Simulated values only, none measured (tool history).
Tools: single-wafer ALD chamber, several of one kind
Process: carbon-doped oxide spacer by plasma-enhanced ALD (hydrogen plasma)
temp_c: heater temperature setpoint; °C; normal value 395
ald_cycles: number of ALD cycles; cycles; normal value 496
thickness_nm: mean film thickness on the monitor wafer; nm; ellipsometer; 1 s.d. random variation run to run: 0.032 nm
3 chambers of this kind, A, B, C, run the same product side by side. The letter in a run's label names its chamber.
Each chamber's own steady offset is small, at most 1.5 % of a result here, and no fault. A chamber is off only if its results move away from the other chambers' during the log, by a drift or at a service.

run	hour	temp_c	ald_cycles	hours since the last thermocouple change	read-back reference wafer on the same gauge, thickness_nm	thickness_nm
1C	2.1	395	496	1507.7	20.403	24.451
2B	6.3	395	496	923.9	20.415	24.814
3A	8.9	395	496	821.4	20.417	24.741
4A	11.4	395	496	823.9	20.418	24.787
5C	14.6	395	496	1520.2	20.421	24.430
6B	18.3	395	496	935.9	20.430	24.771
7C	20.6	395	496	1526.2	20.430	24.558
8B	22.8	395	415	940.4	20.439	20.758
9A	25.8	395	415	838.3	20.442	20.783
10C	28.2	395	415	1533.8	20.446	20.529
11B	31.6	395	496	949.2	20.449	24.810
12A	33.9	395	496	846.4	20.454	24.783
13B	38.2	395	496	955.8	20.456	24.847
14C	40.5	395	496	1546.1	20.468	24.528
15A	43.7	395	496	856.2	20.464	24.841
16A	46.7	395	496	859.2	20.474	24.799
17C	50.7	387	536	1556.3	20.486	26.507
18B	54.7	387	536	972.3	20.487	26.895
19C	57.1	387	536	1562.7	20.490	26.544
20B	60.6	395	496	978.2	20.495	24.891
21A	63.6	395	496	876.1	20.499	24.844
22B	66.7	383	496	984.3	20.509	24.943

Read the log: is a single chamber off, either drifting away or since a service, is the gauge that measures every chamber drifting, or is nothing wrong beyond small per-chamber offsets? Name any odd chamber and what most likely caused it.

The gauge drifts, so all chambers seem to drift together. No chamber is off.
Most likely cause: gauge reads high (%) = 0.54.
